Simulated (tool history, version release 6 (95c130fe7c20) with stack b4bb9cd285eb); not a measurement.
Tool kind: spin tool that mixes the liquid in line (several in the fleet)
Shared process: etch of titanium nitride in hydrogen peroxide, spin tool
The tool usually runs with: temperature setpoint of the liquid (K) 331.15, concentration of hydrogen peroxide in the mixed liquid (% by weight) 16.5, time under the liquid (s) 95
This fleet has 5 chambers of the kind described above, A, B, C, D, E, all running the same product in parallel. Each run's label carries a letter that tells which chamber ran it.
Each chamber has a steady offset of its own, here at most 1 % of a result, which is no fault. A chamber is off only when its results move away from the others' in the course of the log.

| run | day | temperature setpoint of the liquid (K) | concentration of hydrogen peroxide in the mixed liquid (% by weight) | time under the liquid (s) | hours since the thermometer was replaced | hours since the peroxide flow meter was replaced | hours since the heated supply line was repaired | hours since the drum of peroxide was connected | read-back film thickness of the titanium nitride reference wafer, read on the same gauge (nm) | thickness taken off the titanium nitride on a monitor wafer (nm) |
|---|---|---|---|---|---|---|---|---|---|---|
| 1C | 0.254 | 331.15 | 16.5 | 95 | 1594.8 | 1003.6 | 508.8 | 108.6 | 39.968 | 8.7011 |
|  | 0.421 | chamber B: peroxide flow meter replaced |
| 2E | 0.458 | 331.15 | 16.5 | 95 | 249.9 | 322.1 | 2365.5 | 497.9 | 40.036 | 8.6742 |
| 3D | 0.675 | 331.15 | 16.5 | 95 | 2444.9 | 1767.7 | 417.7 | 34.9 | 40.001 | 8.7342 |
| 4B | 0.929 | 331.15 | 16.5 | 95 | 465.6 | 12.3 | 352.8 | 253.1 | 39.980 | 8.8306 |
| 5A | 1.133 | 331.15 | 16.5 | 95 | 792.6 | 436.5 | 1953.5 | 454.3 | 39.970 | 8.8325 |
| 6C | 1.333 | 331.15 | 16.5 | 95 | 1620.7 | 1029.5 | 534.7 | 134.5 | 39.969 | 8.5656 |
| 7B | 1.533 | 331.15 | 16.5 | 95 | 480.1 | 26.8 | 367.3 | 267.6 | 40.000 | 8.7824 |
| 8D | 1.771 | 331.15 | 16.5 | 55 | 2471.2 | 1794.0 | 444.0 | 61.2 | 40.033 | 5.0459 |
| 9A | 1.929 | 331.15 | 16.5 | 55 | 811.7 | 455.6 | 1972.6 | 473.4 | 40.007 | 4.9635 |
| 10E | 2.154 | 331.15 | 16.5 | 55 | 290.6 | 362.8 | 2406.2 | 538.6 | 40.028 | 5.0477 |
| 11B | 2.371 | 331.15 | 16.5 | 55 | 500.2 | 46.9 | 387.4 | 287.7 | 39.988 | 5.0311 |
| 12E | 2.588 | 331.15 | 16.5 | 55 | 301.0 | 373.2 | 2416.6 | 549.0 | 40.014 | 4.9798 |
| 13A | 2.800 | 331.15 | 16.5 | 95 | 832.6 | 476.5 | 1993.5 | 494.3 | 40.013 | 8.6690 |
| 14C | 3.062 | 331.15 | 16.5 | 95 | 1662.2 | 1071.0 | 576.2 | 176.0 | 40.024 | 8.6573 |
| 15D | 3.200 | 331.15 | 16.5 | 95 | 2505.5 | 1828.3 | 478.3 | 95.5 | 39.982 | 8.7846 |
| 16E | 3.412 | 331.15 | 16.5 | 95 | 320.8 | 393.0 | 2436.4 | 568.8 | 39.975 | 8.7110 |
| 17A | 3.575 | 331.15 | 16.5 | 95 | 851.2 | 495.1 | 2012.1 | 512.9 | 40.035 | 8.6216 |
| 18B | 3.842 | 331.15 | 16.5 | 95 | 535.5 | 82.2 | 422.7 | 323.0 | 39.999 | 8.7910 |
| 19C | 3.967 | 331.15 | 16.5 | 95 | 1683.9 | 1092.7 | 597.9 | 197.7 | 40.016 | 8.7922 |
| 20D | 4.146 | 331.15 | 16.5 | 70 | 2528.2 | 1851.0 | 501.0 | 118.2 | 39.999 | 6.5066 |
| 21D | 4.262 | 331.15 | 16.5 | 70 | 2531.0 | 1853.8 | 503.8 | 121.0 | 40.034 | 6.4504 |
| 22A | 4.467 | 331.15 | 16.5 | 70 | 872.6 | 516.5 | 2033.5 | 534.3 | 40.043 | 6.4098 |
| 23C | 4.642 | 331.15 | 16.5 | 70 | 1700.1 | 1108.9 | 614.1 | 213.9 | 40.000 | 6.3429 |
| 24B | 4.900 | 331.15 | 16.5 | 70 | 560.9 | 107.6 | 448.1 | 348.4 | 39.973 | 6.5431 |
| 25E | 5.083 | 331.15 | 16.5 | 95 | 360.9 | 433.1 | 2476.5 | 608.9 | 40.005 | 8.6400 |
| 26B | 5.312 | 331.15 | 16.5 | 95 | 570.8 | 117.5 | 458.0 | 358.3 | 39.994 | 8.7186 |
| 27D | 5.483 | 331.15 | 16.5 | 95 | 2560.3 | 1883.1 | 533.1 | 150.3 | 40.006 | 8.6571 |
| 28E | 5.658 | 331.15 | 16.5 | 95 | 374.7 | 446.9 | 2490.3 | 622.7 | 40.029 | 8.6537 |
| 29C | 5.779 | 331.15 | 16.5 | 95 | 1727.4 | 1136.2 | 641.4 | 241.2 | 40.000 | 8.6133 |
| 30A | 5.900 | 331.15 | 16.5 | 95 | 907.0 | 550.9 | 2067.9 | 568.7 | 39.979 | 8.6428 |
| 31D | 6.058 | 331.15 | 16.5 | 95 | 2574.1 | 1896.9 | 546.9 | 164.1 | 40.013 | 8.8890 |

The same settings go to every chamber for the next run, one line per chamber below. Forecast the results for each:
| 32A | 6.250 | 331.15 | 18.5 | 95 |  |  |  |  |  | ? |
| 32B | 6.250 | 331.15 | 18.5 | 95 |  |  |  |  |  | ? |
| 32C | 6.250 | 331.15 | 18.5 | 95 |  |  |  |  |  | ? |
| 32D | 6.250 | 331.15 | 18.5 | 95 |  |  |  |  |  | ? |
| 32E | 6.250 | 331.15 | 18.5 | 95 |  |  |  |  |  | ? |

| run | thickness taken off the titanium nitride on a monitor wafer (nm) |
|---|---|
| 32A | 9.0008 |
| 32B | 8.9720 |
| 32C | 8.7554 |
| 32D | 8.9874 |
| 32E | 8.8655 |

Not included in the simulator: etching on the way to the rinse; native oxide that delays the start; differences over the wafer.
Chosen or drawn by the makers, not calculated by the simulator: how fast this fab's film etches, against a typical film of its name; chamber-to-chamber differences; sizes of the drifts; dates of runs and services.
